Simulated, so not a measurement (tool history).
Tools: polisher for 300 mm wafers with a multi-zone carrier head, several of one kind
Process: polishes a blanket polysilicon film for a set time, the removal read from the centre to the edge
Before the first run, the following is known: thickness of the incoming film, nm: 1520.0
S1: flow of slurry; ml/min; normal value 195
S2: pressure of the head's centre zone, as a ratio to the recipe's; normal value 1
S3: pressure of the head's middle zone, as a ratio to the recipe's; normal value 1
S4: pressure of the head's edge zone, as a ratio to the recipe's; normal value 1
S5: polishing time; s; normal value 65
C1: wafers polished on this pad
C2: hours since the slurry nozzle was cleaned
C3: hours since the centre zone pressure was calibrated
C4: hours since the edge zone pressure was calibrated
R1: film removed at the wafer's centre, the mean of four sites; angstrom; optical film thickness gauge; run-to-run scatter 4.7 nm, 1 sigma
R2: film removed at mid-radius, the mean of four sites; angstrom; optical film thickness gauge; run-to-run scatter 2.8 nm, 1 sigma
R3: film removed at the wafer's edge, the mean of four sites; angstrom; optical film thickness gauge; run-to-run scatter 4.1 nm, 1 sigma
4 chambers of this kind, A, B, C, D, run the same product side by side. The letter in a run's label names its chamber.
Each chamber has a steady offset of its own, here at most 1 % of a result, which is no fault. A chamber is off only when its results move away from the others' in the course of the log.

| run | day | S1 | S2 | S3 | S4 | S5 | C1 | C2 | C3 | C4 | R1 | R2 | R3 |
|---|---|---|---|---|---|---|---|---|---|---|---|---|---|
| 1C | 0.346 | 195 | 1 | 1 | 1 | 65 | 420 | 223.6 | 282.9 | 1169.2 | 3737.3 | 3799.3 | 3765.8 |
| 2A | 0.875 | 195 | 1 | 1 | 1 | 65 | 341 | 243.9 | 617.9 | 232.3 | 3753.8 | 3789.3 | 3746.8 |
| 3D | 1.362 | 195 | 1 | 1 | 1 | 65 | 377 | 276 | 122.9 | 143.6 | 3793.8 | 3788.3 | 3811 |
| 4B | 1.683 | 195 | 1 | 1 | 1 | 65 | 444 | 64.4 | 59 | 343.4 | 3770.3 | 3750.7 | 3807 |
|  | 1.812 | chamber C: worn pad replaced by a new one |
| 5A | 1.979 | 195 | 1 | 1 | 1 | 65 | 609 | 270.4 | 644.4 | 258.8 | 3709.6 | 3767.5 | 3772.9 |
| 6D | 2.45 | 195 | 1 | 1 | 1 | 65 | 641 | 302.1 | 149 | 169.7 | 3701.9 | 3760 | 3829.6 |
| 7B | 2.754 | 195 | 1 | 1 | 1 | 65 | 703 | 90.1 | 84.7 | 369.1 | 3717.9 | 3753.6 | 3793.5 |
|  | 2.858 | chamber B: worn pad replaced by a new one |
| 8C | 3.283 | 195 | 1 | 1 | 1 | 65 | 356 | 294.1 | 353.4 | 1239.7 | 3738.1 | 3791.7 | 3745.4 |
|  | 3.425 | chamber A: worn pad replaced by a new one |
| 9C | 3.733 | 195 | 1 | 1 | 1 | 65 | 465 | 304.9 | 364.2 | 1250.5 | 3840.4 | 3722.3 | 3740 |
| 10A | 4.004 | 195 | 1 | 1 | 1 | 65 | 140 | 319 | 693 | 307.4 | 3824.7 | 3725.2 | 3809.3 |
| 11B | 4.333 | 195 | 1 | 1 | 1 | 65 | 358 | 128 | 122.6 | 407 | 3756.6 | 3738.5 | 3862.1 |
|  | 4.383 | chamber D: worn pad replaced by a new one |
|  | 4.533 | chamber C: worn pad replaced by a new one |
|  | 4.771 | chamber C: edge zone pressure recalibrated |
| 12D | 4.846 | 195 | 1 | 1.09 | 1 | 82 | 112 | 359.6 | 206.5 | 227.2 | 4724.2 | 5181.6 | 4759.2 |
|  | 5.1 | chamber C: centre zone pressure recalibrated |
| 13C | 5.25 | 195 | 1 | 1.09 | 1 | 82 | 174 | 341.3 | 3.7 | 11.6 | 4709 | 5127.2 | 4699.6 |
| 14A | 5.588 | 195 | 1 | 1.09 | 1 | 82 | 524 | 357 | 731 | 345.4 | 4851.9 | 5154.8 | 4695.1 |
|  | 5.796 | chamber B: worn pad replaced by a new one |
| 15D | 5.992 | 195 | 1 | 1.09 | 1 | 82 | 389 | 387.1 | 234 | 254.7 | 4769.7 | 5187.8 | 4731 |
| 16B | 6.3 | 195 | 1 | 1 | 1 | 65 | 122 | 175.2 | 169.8 | 454.2 | 3744.6 | 3787.5 | 3790 |
| 17A | 6.579 | 195 | 1 | 1 | 1 | 65 | 764 | 380.8 | 754.8 | 369.2 | 3741.5 | 3779.2 | 3800.1 |
| 18C | 6.871 | 195 | 1 | 1 | 1 | 65 | 567 | 380.2 | 42.6 | 50.5 | 3779.8 | 3697.8 | 3787.5 |
| 19D | 7.371 | 195 | 1 | 1 | 1 | 65 | 723 | 420.2 | 267.1 | 287.8 | 3769.3 | 3764.2 | 3696.6 |
|  | 7.621 | chamber C: worn pad replaced by a new one |
|  | 7.804 | chamber A: worn pad replaced by a new one |
| 20B | 7.833 | 195 | 1 | 1 | 1 | 65 | 494 | 212 | 206.6 | 491 | 3777.2 | 3771.2 | 3785.8 |
| 21A | 8.104 | 195 | 1 | 1 | 1 | 65 | 73 | 417.4 | 791.4 | 405.8 | 3745.9 | 3763.6 | 3794.8 |
| 22C | 8.442 | 195 | 1 | 1 | 1 | 65 | 199 | 417.9 | 80.3 | 88.2 | 3734.6 | 3721.9 | 3798.7 |
|  | 8.571 | chamber A: edge zone pressure recalibrated |
| 23B | 8.696 | 130 | 1 | 1 | 1.06 | 65 | 703 | 232.7 | 227.3 | 511.7 | 3509.4 | 3457.2 | 3651.2 |
|  | 9.042 | chamber D: worn pad replaced by a new one |
| 24D | 9.142 | 130 | 1 | 1 | 1.06 | 65 | 24 | 462.7 | 309.6 | 330.3 | 3486.1 | 3537.4 | 3729.6 |
|  | 9.25 | chamber B: worn pad replaced by a new one |
| 25A | 9.412 | 130 | 1 | 1 | 1.06 | 65 | 390 | 448.8 | 822.8 | 20.3 | 3479.1 | 3504.8 | 3685.2 |
| 26B | 9.892 | 130 | 1 | 1 | 1.06 | 65 | 156 | 261.4 | 256 | 540.4 | 3448.4 | 3462.1 | 3723.9 |
| 27D | 10.254 | 195 | 1 | 1 | 1 | 65 | 294 | 489.4 | 336.3 | 357 | 3761 | 3738.9 | 3812.7 |
|  | 10.296 | chamber C: worn pad replaced by a new one |
| 28C | 10.621 | 195 | 1 | 1 | 1 | 65 | 79 | 470.2 | 132.6 | 140.5 | 3788.3 | 3749 | 3824.8 |
| 29D | 10.879 | 195 | 1 | 1 | 1 | 65 | 445 | 504.4 | 351.3 | 372 | 3738.4 | 3761.4 | 3763.8 |
| 30A | 11.292 | 195 | 1 | 1 | 1 | 65 | 845 | 493.9 | 867.9 | 65.4 | 3648.7 | 3752.3 | 3691.4 |
| 31B | 11.579 | 195 | 1 | 1 | 1 | 65 | 565 | 301.9 | 296.5 | 580.9 | 3813.7 | 3717 | 3733.3 |
|  | 11.75 | chamber C: slurry nozzle cleaned |
| 32C | 12.017 | 195 | 1 | 1 | 1 | 65 | 417 | 6.5 | 166.1 | 174 | 3754.9 | 3742.3 | 3741.4 |
| 33C | 12.321 | 195 | 1 | 1 | 1 | 65 | 491 | 13.8 | 173.4 | 181.3 | 3748.4 | 3782.5 | 3690.6 |
|  | 12.462 | chamber B: worn pad replaced by a new one |
| 34B | 12.658 | 195 | 1 | 1 | 1 | 65 | 48 | 327.8 | 322.4 | 606.8 | 3657.7 | 3713.4 | 3764.5 |
|  | 12.829 | chamber A: worn pad replaced by a new one |
| 35A | 12.912 | 195 | 1 | 1 | 1 | 65 | 20 | 532.8 | 906.8 | 104.3 | 3698.5 | 3767.3 | 3798.6 |
| 36D | 13.204 | 195 | 1 | 1 | 1 | 65 | 1009 | 560.2 | 407.1 | 427.8 | 3677.9 | 3756.9 | 3752.4 |
| 37D | 13.462 | 195 | 1 | 0.95 | 1 | 65 | 1071 | 566.4 | 413.3 | 434 | 3768.6 | 3609.9 | 3789.8 |
|  | 13.533 | chamber C: worn pad replaced by a new one |
|  | 13.596 | chamber D: worn pad replaced by a new one |
| 38B | 13.775 | 195 | 1 | 0.95 | 1 | 65 | 318 | 354.6 | 349.2 | 633.6 | 3827.8 | 3599.1 | 3750.6 |
| 39A | 14.279 | 195 | 1 | 0.95 | 1 | 65 | 351 | 565.6 | 939.6 | 137.1 | 3859.9 | 3596.6 | 3727.3 |
| 40C | 14.658 | 195 | 1 | 0.95 | 1 | 65 | 273 | 69.9 | 229.5 | 237.4 | 3733.8 | 3625.9 | 3812.1 |
| 41D | 15.171 | 195 | 1 | 1 | 1 | 65 | 381 | 607.4 | 454.3 | 475 | 3795.8 | 3740.7 | 3808.9 |

All chambers now run identical settings, listed one chamber a line with results as question marks. What results will each chamber show?
| 42A | 15.558 | 195 | 1 | 1 | 1 | 65 |  |  |  |  | ? | ? | ? |
| 42B | 15.558 | 195 | 1 | 1 | 1 | 65 |  |  |  |  | ? | ? | ? |
| 42C | 15.558 | 195 | 1 | 1 | 1 | 65 |  |  |  |  | ? | ? | ? |
| 42D | 15.558 | 195 | 1 | 1 | 1 | 65 |  |  |  |  | ? | ? | ? |

| run | R1 | R2 | R3 |
|---|---|---|---|
| 42A | 3647.9 | 3749.1 | 3755.3 |
| 42B | 3697.4 | 3725.1 | 3745.5 |
| 42C | 3790.2 | 3684.7 | 3835.3 |
| 42D | 3721.1 | 3751.1 | 3716.1 |

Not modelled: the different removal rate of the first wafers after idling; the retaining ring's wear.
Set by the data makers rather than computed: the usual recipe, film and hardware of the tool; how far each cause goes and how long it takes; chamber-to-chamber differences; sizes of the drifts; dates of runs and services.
